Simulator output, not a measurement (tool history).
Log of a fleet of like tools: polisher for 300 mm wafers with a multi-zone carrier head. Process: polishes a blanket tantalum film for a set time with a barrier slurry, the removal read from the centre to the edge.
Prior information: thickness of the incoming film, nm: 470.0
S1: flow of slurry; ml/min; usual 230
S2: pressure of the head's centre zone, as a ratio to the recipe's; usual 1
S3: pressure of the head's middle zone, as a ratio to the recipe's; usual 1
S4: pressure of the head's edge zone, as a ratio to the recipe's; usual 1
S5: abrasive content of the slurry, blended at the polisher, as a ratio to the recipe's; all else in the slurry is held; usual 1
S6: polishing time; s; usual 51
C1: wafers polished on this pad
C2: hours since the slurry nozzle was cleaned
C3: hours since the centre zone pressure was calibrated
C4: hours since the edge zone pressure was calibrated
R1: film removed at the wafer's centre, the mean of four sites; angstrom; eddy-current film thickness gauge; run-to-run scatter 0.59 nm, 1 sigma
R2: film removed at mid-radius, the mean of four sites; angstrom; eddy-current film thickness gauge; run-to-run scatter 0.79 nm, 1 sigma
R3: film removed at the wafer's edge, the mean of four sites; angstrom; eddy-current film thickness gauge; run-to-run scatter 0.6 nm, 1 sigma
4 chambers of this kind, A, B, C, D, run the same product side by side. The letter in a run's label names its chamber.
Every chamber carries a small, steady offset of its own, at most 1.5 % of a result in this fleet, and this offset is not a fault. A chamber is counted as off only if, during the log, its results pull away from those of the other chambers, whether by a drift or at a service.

run	day	S1	S2	S3	S4	S5	S6	C1	C2	C3	C4	R1	R2	R3
1C	0.458	230	1	1	1	1	51	107	231	771.9	338.1	785.82	793.94	795.85
# day 0.571: chamber A: worn pad replaced by a new one
# day 0.833: chamber B: slurry nozzle cleaned
2D	0.904	230	1	1	1	1	51	1158	165.7	358.9	879.5	784.87	790.63	795.04
# day 0.954: chamber D: worn pad replaced by a new one
3A	1.275	230	1	1	1	1	51	126	125.1	322.2	927.2	780.79	779.26	791.75
4B	1.675	230	1	1	1	1	51	591	20.3	576.4	56.7	772.99	781.54	782.55
# day 1.733: chamber C: slurry nozzle cleaned
# day 2.071: chamber A: edge zone pressure recalibrated
5C	2.092	230	1	1	1	1	51	400	8.7	811.1	377.3	779.54	793.25	779.84
6B	2.567	230	1	1	1	1	51	751	41.7	597.8	78.1	773.2	782.89	790.04
7D	3.004	230	1	1	1	1	51	368	216.1	409.3	929.9	798.85	798.14	790.15
# day 3.362: chamber C: centre zone pressure recalibrated
8A	3.417	230	1	1	1	1	51	510	176.5	373.6	32.4	791.81	794.05	781.55
# day 3.608: chamber A: centre zone pressure recalibrated
9C	3.838	230	1	1	1	1	51	713	50.6	11.5	419.2	802.08	795.63	789.67
10B	4.25	230	1	1	1	1	51	1053	82.1	638.2	118.5	759.28	779.65	781.32
# day 4.55: chamber B: worn pad replaced by a new one
11D	4.717	230	1	1	1	1	51	675	257.2	450.4	971	789.87	787.45	795.34
# day 4.875: chamber C: worn pad replaced by a new one
12A	5.125	230	1	1	1	1	51	816	217.5	36.4	73.4	795.84	776.36	778.69
13D	5.508	230	1	1	1	1	51	817	276.2	469.4	990	786.2	790.03	785.49
14B	5.9	230	1	1	1	1	51	242	121.7	677.8	158.1	765.35	781.15	782.71
# day 6.154: chamber A: worn pad replaced by a new one
15C	6.279	230	1	1	1	1	51	252	109.2	70.1	477.8	793.3	792.41	790.55
16A	6.762	230	1	1	1	1	45	109	256.8	75.7	112.7	701.1	699.49	684.37
17B	7.021	230	1	1	1	1	45	443	148.6	704.7	185	678.49	700.69	690.01
# day 7.204: chamber D: worn pad replaced by a new one
18D	7.429	230	1	1	1	1	45	40	322.3	515.5	1036.1	700.79	693.99	704.32
19A	7.838	230	1	1	1	1	45	302	282.6	101.5	138.5	694.17	697.59	686.76
# day 7.846: chamber C: edge zone pressure recalibrated
20C	8.279	230	1	1	1	1	51	611	157.2	118.1	10.4	784.4	783.03	784.34
# day 8.712: chamber A: slurry nozzle cleaned
21B	8.767	230	1	1	1.08	1	51	756	190.5	746.6	226.9	755.74	783.47	808.91
22A	9.025	230	1	1	1.08	1	51	515	7.5	130	167	784.49	783.69	817.15
23C	9.379	230	1	1	1.08	1	51	808	183.6	144.5	36.8	778.21	801.75	814.35
24D	9.871	230	1	1	1.08	1	51	478	380.9	574.1	1094.7	791.32	796.2	825.58
25D	10.267	230	1	1	1	1	51	549	390.4	583.6	1104.2	796.29	803.56	784.1
# day 10.383: chamber D: slurry nozzle cleaned
# day 10.388: chamber C: worn pad replaced by a new one
26C	10.6	230	1	1	1	1	51	38	212.9	173.8	66.1	786	793.35	797.39
# day 10.696: chamber B: worn pad replaced by a new one
27A	11.046	230	1	1	1	1	51	878	56	178.5	215.5	791.17	786.01	778.14
# day 11.183: chamber A: worn pad replaced by a new one
28B	11.308	230	1	1	1	1	51	109	251.5	807.6	287.9	759.1	783.34	778.55
29A	11.817	230	1	1	1	1	51	114	74.5	197	234	797.89	792.12	778.26
30B	12.317	230	1	1	1	1	51	290	275.7	831.8	312.1	759.37	771.11	785.05
31C	12.779	230	1	1	1	1	51	429	265.2	226.1	118.4	782.02	779	785.72
# day 13.008: chamber C: slurry nozzle cleaned
32D	13.146	230	1	1	1	1	51	1065	66.4	652.7	1173.3	787.99	774.98	801.61
33C	13.508	230	1	1	1	1	51	560	12.1	243.6	135.9	786.78	778.62	791.71
34B	13.875	230	1	1	1	1	51	570	313.1	869.2	349.5	752.03	782.49	783.24
# day 14.038: chamber D: worn pad replaced by a new one
35D	14.175	230	1	1	1	1	51	25	91.1	677.4	1198	779.73	792.45	796.1
36A	14.525	230	1	1	1	1	51	599	139.5	262	299	791.05	789.08	782.66
37A	14.779	230	1	1	1	1	51	645	145.6	268.1	305.1	786.5	768.93	778.69
38C	15.079	230	1	1	1	1	51	842	49.8	281.3	173.6	781.83	796.61	781.75
39D	15.542	230	1	1	1	0.9	51	270	123.9	710.2	1230.8	754.89	751.44	778.39
# day 15.696: chamber C: worn pad replaced by a new one
40B	15.875	230	1	1	1	0.9	51	928	361.1	917.2	397.5	721.56	744.56	762.92
# day 16.225: chamber D: edge zone pressure recalibrated
41D	16.354	230	1	1	1	0.9	51	416	143.4	729.7	3.2	759.98	749.7	760.23
42C	16.671	230	1	1	1	0.9	51	175	88	319.5	211.8	763.3	763.26	772.18
43B	16.962	230	1	1	1	1	51	1124	387.2	943.3	423.6	730.85	773.01	789.19

One chamber off, gauge drift, or nothing amiss beyond the chambers' own small offsets? If it is a chamber, which one, and what is the likeliest cause?

Chamber B drifts away from the others.
Cause: centre zone's pressure below its setpoint, % = 5.3.

Which of the 4 candidates below, each the usual settings with something changed and its results left as question marks, puts chamber B back in line with what the other chambers give on the usual settings?
In-line tolerance around the mean of the other chambers on the usual settings: R1 21 angstrom; R2 28 angstrom; R3 21 angstrom
44B-1	17.325	225	0.95	1	1.02	1	50					?	?	?
44B-2	17.325	240	1.1	0.99	0.96	1	53					?	?	?
44B-3	17.325	220	0.91	1	1.04	1	49					?	?	?
44B-4	17.325	235	1.05	1	0.98	1	52					?	?	?

What the other chambers average on the usual settings: R1 788.64 angstrom; R2 788.27 angstrom; R3 787.48 angstrom
run	R1	R2	R3
44B-1	675.67	756.71	767.11
44B-2	848.76	800.58	792.58
44B-3	629.28	739.56	757.93
44B-4	789.29	790.89	784.38
44B-4 puts the chamber back in line with the other chambers.
